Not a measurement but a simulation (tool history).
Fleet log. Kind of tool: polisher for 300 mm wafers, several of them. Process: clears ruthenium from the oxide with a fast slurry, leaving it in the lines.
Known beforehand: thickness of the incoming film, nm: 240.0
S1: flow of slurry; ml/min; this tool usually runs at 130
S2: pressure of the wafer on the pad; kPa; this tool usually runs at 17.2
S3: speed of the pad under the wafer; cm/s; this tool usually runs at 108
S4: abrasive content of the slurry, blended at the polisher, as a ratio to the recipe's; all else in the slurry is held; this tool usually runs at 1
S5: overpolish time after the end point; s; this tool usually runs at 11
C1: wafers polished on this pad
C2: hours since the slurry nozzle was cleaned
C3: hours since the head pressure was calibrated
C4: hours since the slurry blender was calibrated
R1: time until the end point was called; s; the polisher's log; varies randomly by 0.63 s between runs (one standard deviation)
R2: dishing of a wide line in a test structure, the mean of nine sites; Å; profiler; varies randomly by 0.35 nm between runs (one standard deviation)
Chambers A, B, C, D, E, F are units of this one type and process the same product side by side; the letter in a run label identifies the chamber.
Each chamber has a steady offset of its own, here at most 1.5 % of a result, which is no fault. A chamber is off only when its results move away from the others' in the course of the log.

run,hour,S1,S2,S3,S4,S5,C1,C2,C3,C4,R1,R2
1D,6,130,17.2,108,1,11,602,653,771.9,287.5,56.354,330.47
2A,13.7,130,17.2,108,1,11,755,273.8,23,255.5,56.179,328.75
# hour 17.9: chamber C: slurry blender recalibrated
3B,18,130,17.2,108,1,11,407,282.2,53.8,65.1,56.626,332.03
4F,23.8,130,17.2,108,1,11,610,393.6,30.2,178.7,56.148,331.51
5C,27.8,130,17.2,108,1,11,484,39.4,1278.2,10,57.072,326.05
# hour 28.5: chamber F: slurry blender recalibrated
# hour 30.5: chamber E: slurry blender recalibrated
6E,36.9,130,17.2,108,1,11,898,74.9,137.8,6.5,55.504,326.15
# hour 39.8: chamber B: slurry nozzle cleaned
# hour 42.9: chamber F: slurry nozzle cleaned
7D,43.4,130,17.2,108,1,11,904,690.4,809.3,324.9,56.853,329.44
8C,49.8,130,17.2,108,1,11,661,61.4,1300.2,32,56.295,332.31
# hour 51.9: chamber D: slurry nozzle cleaned
# hour 54.3: chamber D: worn pad replaced by a new one
9B,58.8,130,17.2,108,1,11,736,19,94.6,105.9,55.934,332.92
10E,65.6,130,17.2,108,1,11,1130,103.6,166.5,35.2,56.291,327.72
11A,73.1,130,17.2,108,1,11,1233,333.2,82.4,314.9,55.084,319.25
# hour 81.8: chamber D: slurry blender recalibrated
12F,82.1,130,17.2,108,1,11,1080,39.3,88.5,53.6,56.623,335.61
# hour 87.9: chamber A: worn pad replaced by a new one
13F,90.8,130,17.2,108,1,11,1150,48,97.2,62.3,55.874,327.2
14D,98.9,130,17.2,108,1,11,359,47.1,864.8,17.2,56.546,336.57
# hour 100.5: chamber B: worn pad replaced by a new one
# hour 101.6: chamber A: slurry blender recalibrated
15C,106.9,130,17.2,108,1,11,1121,118.5,1357.3,89.1,55.386,327.38
# hour 111.9: chamber F: worn pad replaced by a new one
16E,114.2,130,17.2,108,1,11,1521,152.2,215.1,83.8,57.794,318.5
# hour 117.2: chamber C: head pressure recalibrated
17B,121.1,130,17.2,108,1,11,166,81.3,156.9,168.2,55.743,330.99
18A,125.3,130,17.2,108,1,11,301,385.4,134.6,23.7,54.307,326.49
# hour 128.4: chamber C: worn pad replaced by a new one
19A,131.1,170,17.2,108,1,11,348,391.2,140.4,29.5,52.588,341.85
20E,135.1,170,17.2,108,1,11,1690,173.1,236,104.7,55.413,322.87
21D,139.8,170,17.2,108,1,11,689,88,905.7,58.1,54.57,343.3
22B,144.7,170,17.2,108,1,11,356,104.9,180.5,191.8,54.394,348.37
23F,150.6,170,17.2,108,1,11,312,107.8,157,122.1,53.078,341.18
24C,155.2,170,17.2,108,1,11,216,166.8,38,137.4,53.556,338.11
25F,160.7,130,17.2,108,1,11,393,117.9,167.1,132.2,55.829,331.05
26B,166.6,130,17.2,108,1,11,533,126.8,202.4,213.7,56.742,329.73
# hour 167.6: chamber B: slurry blender recalibrated
# hour 170.4: chamber D: worn pad replaced by a new one
27D,174.8,130,17.2,108,1.1,11,35,123,940.7,93.1,54.4,345.43
28C,183.9,130,17.2,108,1.1,11,447,195.5,66.7,166.1,52.691,341.1
29E,190.1,130,17.2,108,1.1,11,2133,228.1,291,159.7,56.559,315.35
30A,195.5,130,17.2,108,1.1,11,867,455.6,204.8,93.9,53.281,333.76
31F,202.4,130,17.2,108,1.1,11,729,159.6,208.8,173.9,52.498,338.66
32E,208.7,130,17.2,108,1.1,11,2283,246.7,309.6,178.3,60.281,311.63
# hour 211.9: chamber B: worn pad replaced by a new one
33A,216.8,155,17.2,108,1,11,1039,476.9,226.1,115.2,53.796,336.08
# hour 219: chamber F: slurry blender recalibrated
34C,224.5,155,17.2,108,1,11,774,236.1,107.3,206.7,54.752,335.94
35B,229.2,155,17.2,108,1,11,139,189.4,265,61.6,54.895,341.67
36D,238,155,17.2,108,1,11,545,186.2,1003.9,156.3,55.27,337.92
37A,244.3,155,17.2,108,1,11,1260,504.4,253.6,142.7,53.568,330.63
38E,251.9,155,17.2,108,1,11,2631,289.9,352.8,221.5,59.696,303.38
39B,257.2,130,17.2,108,1,11,365,217.4,293,89.6,55.608,326.97
# hour 263.3: chamber C: worn pad replaced by a new one
40C,264.4,130,17.2,108,1,11,9,276,147.2,246.6,56.062,325.87
41D,269.2,130,17.2,96,1,11,796,217.4,1035.1,187.5,64.018,308.37
42F,276.9,130,17.2,96,1,11,1330,234.1,283.3,57.9,62.595,300.71
43B,283.6,130,17.2,96,1,11,577,243.8,319.4,116,62.802,301.2

All chambers now run identical settings, listed one chamber a line with results as question marks. What results will each chamber show?
44A,290.1,130,17.2,108,0.8,11,,,,,?,?
44B,290.1,130,17.2,108,0.8,11,,,,,?,?
44C,290.1,130,17.2,108,0.8,11,,,,,?,?
44D,290.1,130,17.2,108,0.8,11,,,,,?,?
44E,290.1,130,17.2,108,0.8,11,,,,,?,?
44F,290.1,130,17.2,108,0.8,11,,,,,?,?

run,R1,R2
44A,61.707,298.12
44B,64.769,295.55
44C,62.371,296.95
44D,64.635,303.9
44E,70.071,274.41
44F,62.496,297.12
